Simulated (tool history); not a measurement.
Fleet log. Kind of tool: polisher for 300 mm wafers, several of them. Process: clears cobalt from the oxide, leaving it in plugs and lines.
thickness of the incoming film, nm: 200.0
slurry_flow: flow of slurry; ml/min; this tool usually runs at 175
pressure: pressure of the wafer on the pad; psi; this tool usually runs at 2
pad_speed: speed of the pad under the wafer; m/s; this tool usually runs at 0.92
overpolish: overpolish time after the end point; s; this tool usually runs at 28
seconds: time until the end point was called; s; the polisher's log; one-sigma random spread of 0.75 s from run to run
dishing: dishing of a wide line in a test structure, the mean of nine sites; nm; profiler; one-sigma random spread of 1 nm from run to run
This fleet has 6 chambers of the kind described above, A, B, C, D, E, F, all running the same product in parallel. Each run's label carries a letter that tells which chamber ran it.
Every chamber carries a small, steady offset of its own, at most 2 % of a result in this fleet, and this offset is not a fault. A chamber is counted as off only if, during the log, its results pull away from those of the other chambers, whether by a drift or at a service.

run 1E hour=11.1 | slurry_flow=175 pressure=2 pad_speed=0.92 overpolish=28 | seconds=50.246 dishing=53.590
run 2F hour=17.1 | slurry_flow=175 pressure=2 pad_speed=0.92 overpolish=28 | seconds=46.655 dishing=55.108
run 3D hour=28.7 | slurry_flow=175 pressure=2 pad_speed=0.92 overpolish=28 | seconds=48.126 dishing=52.867
run 4C hour=40.6 | slurry_flow=175 pressure=2 pad_speed=0.92 overpolish=28 | seconds=47.676 dishing=52.974
-- hour=48.1 chamber B: worn pad replaced by a new one
run 5B hour=49.7 | slurry_flow=175 pressure=2 pad_speed=0.92 overpolish=28 | seconds=48.055 dishing=53.272
-- hour=56.4 chamber E: slurry nozzle cleaned
run 6A hour=61.9 | slurry_flow=175 pressure=2 pad_speed=0.92 overpolish=28 | seconds=47.577 dishing=51.546
-- hour=63.3 chamber E: worn pad replaced by a new one
-- hour=67.0 chamber F: worn pad replaced by a new one
-- hour=69.2 chamber C: worn pad replaced by a new one
-- hour=71.3 chamber D: worn pad replaced by a new one
run 7A hour=74.3 | slurry_flow=175 pressure=2 pad_speed=0.92 overpolish=28 | seconds=48.263 dishing=53.491
run 8C hour=82.4 | slurry_flow=175 pressure=2 pad_speed=0.92 overpolish=28 | seconds=47.050 dishing=51.498
-- hour=84.0 chamber F: slurry nozzle cleaned
run 9F hour=93.6 | slurry_flow=175 pressure=2 pad_speed=0.92 overpolish=28 | seconds=46.090 dishing=53.828
-- hour=96.3 chamber A: worn pad replaced by a new one
run 10B hour=99.8 | slurry_flow=175 pressure=2 pad_speed=0.92 overpolish=28 | seconds=46.138 dishing=52.107
run 11D hour=108.1 | slurry_flow=175 pressure=2 pad_speed=0.92 overpolish=28 | seconds=49.153 dishing=52.366
-- hour=114.3 chamber B: worn pad replaced by a new one
run 12E hour=118.2 | slurry_flow=175 pressure=2 pad_speed=0.92 overpolish=15 | seconds=47.832 dishing=39.412
run 13F hour=124.6 | slurry_flow=175 pressure=2 pad_speed=0.92 overpolish=15 | seconds=46.056 dishing=39.284
run 14A hour=134.5 | slurry_flow=175 pressure=2 pad_speed=0.92 overpolish=15 | seconds=48.320 dishing=39.924
run 15D hour=141.4 | slurry_flow=175 pressure=2 pad_speed=0.92 overpolish=15 | seconds=48.343 dishing=38.560
-- hour=146.5 chamber D: worn pad replaced by a new one
-- hour=149.0 chamber E: head pressure recalibrated
run 16E hour=149.0 | slurry_flow=175 pressure=2 pad_speed=0.92 overpolish=15 | seconds=48.277 dishing=39.619
run 17C hour=158.7 | slurry_flow=175 pressure=2 pad_speed=0.92 overpolish=15 | seconds=46.817 dishing=39.020
-- hour=159.4 chamber E: worn pad replaced by a new one
-- hour=170.8 chamber F: worn pad replaced by a new one
run 18B hour=170.9 | slurry_flow=175 pressure=2 pad_speed=0.92 overpolish=28 | seconds=47.579 dishing=53.475
-- hour=179.7 chamber A: worn pad replaced by a new one
-- hour=180.0 chamber C: worn pad replaced by a new one
run 19D hour=180.3 | slurry_flow=175 pressure=2 pad_speed=0.92 overpolish=28 | seconds=48.231 dishing=53.922
run 20C hour=191.9 | slurry_flow=220 pressure=2 pad_speed=1.12 overpolish=28 | seconds=37.951 dishing=56.609
-- hour=193.8 chamber B: worn pad replaced by a new one
run 21E hour=200.1 | slurry_flow=220 pressure=2 pad_speed=1.12 overpolish=28 | seconds=38.685 dishing=56.511
run 22A hour=208.6 | slurry_flow=220 pressure=2 pad_speed=1.12 overpolish=28 | seconds=38.639 dishing=56.306
run 23F hour=216.6 | slurry_flow=220 pressure=2 pad_speed=1.12 overpolish=28 | seconds=36.257 dishing=57.133
-- hour=226.6 chamber D: worn pad replaced by a new one
run 24B hour=227.8 | slurry_flow=220 pressure=2 pad_speed=1.12 overpolish=28 | seconds=36.190 dishing=56.537
run 25C hour=237.5 | slurry_flow=220 pressure=2 pad_speed=1.12 overpolish=28 | seconds=37.136 dishing=56.312
-- hour=241.7 chamber E: worn pad replaced by a new one
run 26A hour=247.7 | slurry_flow=175 pressure=2 pad_speed=0.92 overpolish=28 | seconds=49.114 dishing=51.762
run 27B hour=257.5 | slurry_flow=175 pressure=2 pad_speed=0.92 overpolish=28 | seconds=45.883 dishing=54.667
-- hour=259.0 chamber F: worn pad replaced by a new one
run 28D hour=266.5 | slurry_flow=175 pressure=2 pad_speed=0.92 overpolish=28 | seconds=47.286 dishing=55.217
-- hour=274.3 chamber C: worn pad replaced by a new one
-- hour=275.6 chamber A: worn pad replaced by a new one
run 29E hour=276.7 | slurry_flow=175 pressure=2 pad_speed=0.68 overpolish=40 | seconds=64.455 dishing=53.923
-- hour=278.1 chamber B: worn pad replaced by a new one
run 30F hour=287.8 | slurry_flow=175 pressure=2 pad_speed=0.68 overpolish=40 | seconds=62.079 dishing=56.066
run 31C hour=295.2 | slurry_flow=175 pressure=2 pad_speed=0.68 overpolish=40 | seconds=64.092 dishing=54.725
run 32E hour=305.3 | slurry_flow=175 pressure=2 pad_speed=0.68 overpolish=40 | seconds=64.640 dishing=54.272
-- hour=306.8 chamber D: worn pad replaced by a new one
run 33D hour=312.9 | slurry_flow=175 pressure=2 pad_speed=0.68 overpolish=40 | seconds=64.890 dishing=55.207
run 34F hour=323.1 | slurry_flow=175 pressure=2 pad_speed=0.68 overpolish=40 | seconds=63.316 dishing=54.517
run 35A hour=333.2 | slurry_flow=175 pressure=2 pad_speed=0.92 overpolish=28 | seconds=51.927 dishing=52.782
-- hour=338.6 chamber B: head pressure recalibrated
-- hour=340.2 chamber E: worn pad replaced by a new one
run 36B hour=340.4 | slurry_flow=175 pressure=2 pad_speed=0.92 overpolish=28 | seconds=47.032 dishing=52.106
run 37E hour=349.2 | slurry_flow=175 pressure=2 pad_speed=0.92 overpolish=28 | seconds=46.972 dishing=53.433
-- hour=355.5 chamber F: worn pad replaced by a new one
-- hour=357.7 chamber B: worn pad replaced by a new one
run 38B hour=361.4 | slurry_flow=175 pressure=2 pad_speed=0.92 overpolish=28 | seconds=47.450 dishing=51.414
run 39F hour=371.8 | slurry_flow=175 pressure=2 pad_speed=0.92 overpolish=28 | seconds=46.872 dishing=53.836

Is one chamber out of step, is the gauge drifting, or do the chambers differ by no more than their own small offsets? For an off chamber, give its letter and the likeliest cause.

Chamber A drifts away from the others.
Cause: slurry flow missing at the pad, % = 36.9.
It could be hard to tell apart here from: head's pressure below its setpoint, %.

Here are 4 candidates for chamber A's next run, each the usual settings with a change, their results left as question marks. Which one brings its results back in line with what the others give on the usual settings?
A result is in line if it is within this distance of the other chambers' mean on the usual settings: seconds 2.600 s; dishing 3.500 nm
run 40A-1 hour=380.8 | slurry_flow=170 pressure=1.8 pad_speed=0.82 overpolish=28 | seconds=? dishing=?
run 40A-2 hour=380.8 | slurry_flow=175 pressure=2.1 pad_speed=0.96 overpolish=28 | seconds=? dishing=?
run 40A-3 hour=380.8 | slurry_flow=175 pressure=1.9 pad_speed=0.88 overpolish=28 | seconds=? dishing=?
run 40A-4 hour=380.8 | slurry_flow=180 pressure=2.2 pad_speed=1.02 overpolish=28 | seconds=? dishing=?

The other chambers' mean on the usual settings: seconds 47.035 s; dishing 53.173 nm
run=40A-1 seconds=65.834 dishing=46.859
run=40A-2 seconds=47.984 dishing=53.030
run=40A-3 seconds=57.795 dishing=49.555
run=40A-4 seconds=42.873 dishing=54.870
Change 40A-2 lands the chamber within the allowed miss of the other chambers.
